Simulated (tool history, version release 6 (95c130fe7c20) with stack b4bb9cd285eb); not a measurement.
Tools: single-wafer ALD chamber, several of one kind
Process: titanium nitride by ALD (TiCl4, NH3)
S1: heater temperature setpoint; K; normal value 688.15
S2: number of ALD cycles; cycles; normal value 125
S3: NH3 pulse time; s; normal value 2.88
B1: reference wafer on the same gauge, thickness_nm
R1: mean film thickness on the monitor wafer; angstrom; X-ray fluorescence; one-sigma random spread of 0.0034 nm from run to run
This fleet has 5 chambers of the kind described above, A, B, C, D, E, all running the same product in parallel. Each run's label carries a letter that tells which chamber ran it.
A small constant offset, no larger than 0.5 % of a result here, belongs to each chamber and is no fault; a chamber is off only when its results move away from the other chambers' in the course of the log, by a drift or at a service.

run 1C hour=7.5 | S1=688.15 S2=125 S3=2.88 | B1=3.0504 | R1=27.979
run 2B hour=15.8 | S1=688.15 S2=125 S3=2.88 | B1=3.0500 | R1=28.061
run 3A hour=21.5 | S1=688.15 S2=125 S3=2.88 | B1=3.0478 | R1=27.851
run 4D hour=27.7 | S1=688.15 S2=125 S3=2.88 | B1=3.0488 | R1=28.010
run 5E hour=35.0 | S1=688.15 S2=125 S3=2.88 | B1=3.0482 | R1=27.935
run 6A hour=40.5 | S1=688.15 S2=125 S3=2.88 | B1=3.0472 | R1=27.847
run 7B hour=46.6 | S1=688.15 S2=147 S3=2.13 | B1=3.0468 | R1=32.666
run 8E hour=52.3 | S1=688.15 S2=147 S3=2.13 | B1=3.0473 | R1=32.499
run 9C hour=62.0 | S1=688.15 S2=147 S3=2.13 | B1=3.0467 | R1=32.632
run 10D hour=72.3 | S1=688.15 S2=147 S3=2.13 | B1=3.0454 | R1=32.594
run 11D hour=78.4 | S1=688.15 S2=147 S3=2.13 | B1=3.0455 | R1=32.543
run 12A hour=85.8 | S1=683.15 S2=125 S3=2.39 | B1=3.0452 | R1=27.752
run 13B hour=91.6 | S1=683.15 S2=125 S3=2.39 | B1=3.0448 | R1=27.777
run 14E hour=97.3 | S1=683.15 S2=125 S3=2.39 | B1=3.0444 | R1=27.702
run 15C hour=103.7 | S1=683.15 S2=125 S3=2.39 | B1=3.0444 | R1=27.705
run 16D hour=108.7 | S1=683.15 S2=125 S3=2.39 | B1=3.0438 | R1=27.744
run 17B hour=114.5 | S1=688.15 S2=125 S3=2.88 | B1=3.0425 | R1=28.002
-- hour=117.3 chamber B: thermocouple changed; heater temperature recalibrated
run 18C hour=119.4 | S1=688.15 S2=125 S3=2.88 | B1=3.0431 | R1=27.872
run 19A hour=124.6 | S1=677.15 S2=125 S3=2.88 | B1=3.0424 | R1=27.836
run 20E hour=129.2 | S1=677.15 S2=125 S3=2.88 | B1=3.0426 | R1=27.804
run 21A hour=137.2 | S1=677.15 S2=125 S3=2.88 | B1=3.0408 | R1=27.727
run 22B hour=147.3 | S1=677.15 S2=125 S3=2.88 | B1=3.0405 | R1=27.937
run 23D hour=153.0 | S1=677.15 S2=125 S3=2.88 | B1=3.0400 | R1=27.857
run 24E hour=158.2 | S1=688.15 S2=125 S3=2.88 | B1=3.0403 | R1=27.767
run 25C hour=165.6 | S1=688.15 S2=145 S3=2.88 | B1=3.0409 | R1=32.323
run 26C hour=173.7 | S1=688.15 S2=145 S3=2.88 | B1=3.0402 | R1=32.279
run 27E hour=179.9 | S1=688.15 S2=145 S3=2.88 | B1=3.0394 | R1=32.216
-- hour=187.4 chamber D: thermocouple changed; heater temperature recalibrated
run 28A hour=187.7 | S1=688.15 S2=145 S3=2.88 | B1=3.0383 | R1=32.292
run 29D hour=193.0 | S1=688.15 S2=145 S3=2.88 | B1=3.0393 | R1=32.329
run 30B hour=201.2 | S1=688.15 S2=125 S3=2.88 | B1=3.0380 | R1=27.976
run 31E hour=205.8 | S1=688.15 S2=125 S3=2.88 | B1=3.0381 | R1=27.749
run 32A hour=215.2 | S1=688.15 S2=125 S3=2.88 | B1=3.0374 | R1=27.759
run 33C hour=224.7 | S1=688.15 S2=125 S3=2.88 | B1=3.0377 | R1=27.869
run 34D hour=230.1 | S1=688.15 S2=125 S3=2.88 | B1=3.0376 | R1=27.867
run 35B hour=236.3 | S1=688.15 S2=125 S3=2.88 | B1=3.0365 | R1=27.941
run 36D hour=242.1 | S1=688.15 S2=125 S3=2.88 | B1=3.0354 | R1=27.854
run 37A hour=249.1 | S1=688.15 S2=125 S3=2.88 | B1=3.0360 | R1=27.763

Decide between three cases: one chamber stands off from its peers, the gauge reading all wafers drifts, or nothing is wrong past each chamber's small offset. Where a chamber is off, say which and what most likely put it there.

No chamber is off; the gauge reading every chamber's wafers drifts, which makes the whole fleet appear to move together.
Likeliest cause: gauge reads low (%) = 0.494.
